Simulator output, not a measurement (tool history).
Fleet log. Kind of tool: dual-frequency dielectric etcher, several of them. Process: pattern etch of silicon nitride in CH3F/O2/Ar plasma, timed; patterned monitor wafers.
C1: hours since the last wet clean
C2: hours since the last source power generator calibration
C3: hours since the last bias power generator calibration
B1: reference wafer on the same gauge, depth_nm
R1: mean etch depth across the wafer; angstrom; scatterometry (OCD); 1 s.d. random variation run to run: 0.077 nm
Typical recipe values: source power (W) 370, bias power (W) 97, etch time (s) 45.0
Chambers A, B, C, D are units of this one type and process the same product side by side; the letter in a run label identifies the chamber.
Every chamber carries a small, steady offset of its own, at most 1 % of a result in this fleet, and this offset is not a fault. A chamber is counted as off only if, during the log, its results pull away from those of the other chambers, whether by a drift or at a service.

run 1D hour=5.7 | source_power_(W)=370 bias_power_(W)=97 etch_time_(s)=45.0 | C1=149.5 C2=1897.0 C3=1400.9 | B1=40.695 | R1=339.58
run 2B hour=13.1 | source_power_(W)=370 bias_power_(W)=97 etch_time_(s)=45.0 | C1=103.3 C2=3069.5 C3=461.1 | B1=40.685 | R1=341.72
run 3A hour=18.1 | source_power_(W)=370 bias_power_(W)=97 etch_time_(s)=45.0 | C1=323.2 C2=1090.4 C3=3282.4 | B1=40.715 | R1=339.98
run 4C hour=28.6 | source_power_(W)=370 bias_power_(W)=97 etch_time_(s)=45.0 | C1=232.5 C2=1561.8 C3=1180.1 | B1=40.690 | R1=340.16
run 5A hour=38.9 | source_power_(W)=370 bias_power_(W)=77 etch_time_(s)=52.0 | C1=344.0 C2=1111.2 C3=3303.2 | B1=40.693 | R1=361.06
run 6C hour=46.8 | source_power_(W)=370 bias_power_(W)=77 etch_time_(s)=52.0 | C1=250.7 C2=1580.0 C3=1198.3 | B1=40.714 | R1=363.85
run 7B hour=56.8 | source_power_(W)=370 bias_power_(W)=77 etch_time_(s)=52.0 | C1=147.0 C2=3113.2 C3=504.8 | B1=40.690 | R1=362.85
run 8D hour=61.5 | source_power_(W)=370 bias_power_(W)=77 etch_time_(s)=52.0 | C1=205.3 C2=1952.8 C3=1456.7 | B1=40.694 | R1=362.96
run 9C hour=70.8 | source_power_(W)=370 bias_power_(W)=97 etch_time_(s)=45.0 | C1=274.7 C2=1604.0 C3=1222.3 | B1=40.686 | R1=341.00
-- hour=76.9 chamber B: source power generator calibrated
run 10D hour=77.5 | source_power_(W)=370 bias_power_(W)=97 etch_time_(s)=45.0 | C1=221.3 C2=1968.8 C3=1472.7 | B1=40.716 | R1=339.43
run 11B hour=82.5 | source_power_(W)=370 bias_power_(W)=97 etch_time_(s)=45.0 | C1=172.7 C2=5.7 C3=530.5 | B1=40.715 | R1=342.17
run 12A hour=88.9 | source_power_(W)=370 bias_power_(W)=97 etch_time_(s)=45.0 | C1=394.0 C2=1161.2 C3=3353.2 | B1=40.695 | R1=339.83
run 13D hour=94.4 | source_power_(W)=370 bias_power_(W)=97 etch_time_(s)=45.0 | C1=238.2 C2=1985.7 C3=1489.6 | B1=40.700 | R1=338.55
run 14B hour=101.0 | source_power_(W)=370 bias_power_(W)=79 etch_time_(s)=45.0 | C1=191.2 C2=24.2 C3=549.0 | B1=40.711 | R1=316.71
run 15C hour=109.8 | source_power_(W)=370 bias_power_(W)=79 etch_time_(s)=45.0 | C1=313.7 C2=1643.0 C3=1261.3 | B1=40.704 | R1=318.11
run 16A hour=119.3 | source_power_(W)=370 bias_power_(W)=79 etch_time_(s)=45.0 | C1=424.4 C2=1191.6 C3=3383.6 | B1=40.684 | R1=315.25
run 17A hour=127.4 | source_power_(W)=370 bias_power_(W)=79 etch_time_(s)=45.0 | C1=432.5 C2=1199.7 C3=3391.7 | B1=40.702 | R1=315.30
run 18D hour=132.7 | source_power_(W)=370 bias_power_(W)=97 etch_time_(s)=45.0 | C1=276.5 C2=2024.0 C3=1527.9 | B1=40.704 | R1=336.87
run 19C hour=140.4 | source_power_(W)=370 bias_power_(W)=97 etch_time_(s)=45.0 | C1=344.3 C2=1673.6 C3=1291.9 | B1=40.699 | R1=340.36
run 20B hour=148.6 | source_power_(W)=370 bias_power_(W)=97 etch_time_(s)=34.5 | C1=238.8 C2=71.8 C3=596.6 | B1=40.708 | R1=261.95
run 21C hour=158.9 | source_power_(W)=370 bias_power_(W)=97 etch_time_(s)=34.5 | C1=362.8 C2=1692.1 C3=1310.4 | B1=40.707 | R1=262.82
run 22B hour=165.2 | source_power_(W)=370 bias_power_(W)=97 etch_time_(s)=34.5 | C1=255.4 C2=88.4 C3=613.2 | B1=40.709 | R1=261.03
run 23A hour=174.7 | source_power_(W)=370 bias_power_(W)=97 etch_time_(s)=34.5 | C1=479.8 C2=1247.0 C3=3439.0 | B1=40.697 | R1=260.33
run 24D hour=181.0 | source_power_(W)=370 bias_power_(W)=97 etch_time_(s)=45.0 | C1=324.8 C2=2072.3 C3=1576.2 | B1=40.685 | R1=335.40
-- hour=183.2 chamber A: wet clean of the chamber
run 25A hour=187.7 | source_power_(W)=300 bias_power_(W)=97 etch_time_(s)=45.0 | C1=4.5 C2=1260.0 C3=3452.0 | B1=40.695 | R1=312.42
run 26B hour=195.9 | source_power_(W)=300 bias_power_(W)=97 etch_time_(s)=45.0 | C1=286.1 C2=119.1 C3=643.9 | B1=40.700 | R1=316.62
run 27D hour=201.5 | source_power_(W)=300 bias_power_(W)=97 etch_time_(s)=45.0 | C1=345.3 C2=2092.8 C3=1596.7 | B1=40.696 | R1=311.35
run 28C hour=206.9 | source_power_(W)=300 bias_power_(W)=97 etch_time_(s)=45.0 | C1=410.8 C2=1740.1 C3=1358.4 | B1=40.686 | R1=315.49
-- hour=207.6 chamber C: wet clean of the chamber
run 29A hour=213.6 | source_power_(W)=370 bias_power_(W)=97 etch_time_(s)=45.0 | C1=30.4 C2=1285.9 C3=3477.9 | B1=40.717 | R1=339.95
run 30B hour=219.7 | source_power_(W)=370 bias_power_(W)=97 etch_time_(s)=45.0 | C1=309.9 C2=142.9 C3=667.7 | B1=40.682 | R1=342.52
run 31C hour=229.6 | source_power_(W)=370 bias_power_(W)=97 etch_time_(s)=45.0 | C1=22.0 C2=1762.8 C3=1381.1 | B1=40.716 | R1=340.96

Each of the 4 chambers runs these same settings next. Fill in every chamber's results:
run 32A hour=237.1 | source_power_(W)=370 bias_power_(W)=114 etch_time_(s)=45.0 | R1=?
run 32B hour=237.1 | source_power_(W)=370 bias_power_(W)=114 etch_time_(s)=45.0 | R1=?
run 32C hour=237.1 | source_power_(W)=370 bias_power_(W)=114 etch_time_(s)=45.0 | R1=?
run 32D hour=237.1 | source_power_(W)=370 bias_power_(W)=114 etch_time_(s)=45.0 | R1=?

run=32A R1=359.90
run=32B R1=362.66
run=32C R1=361.13
run=32D R1=354.67
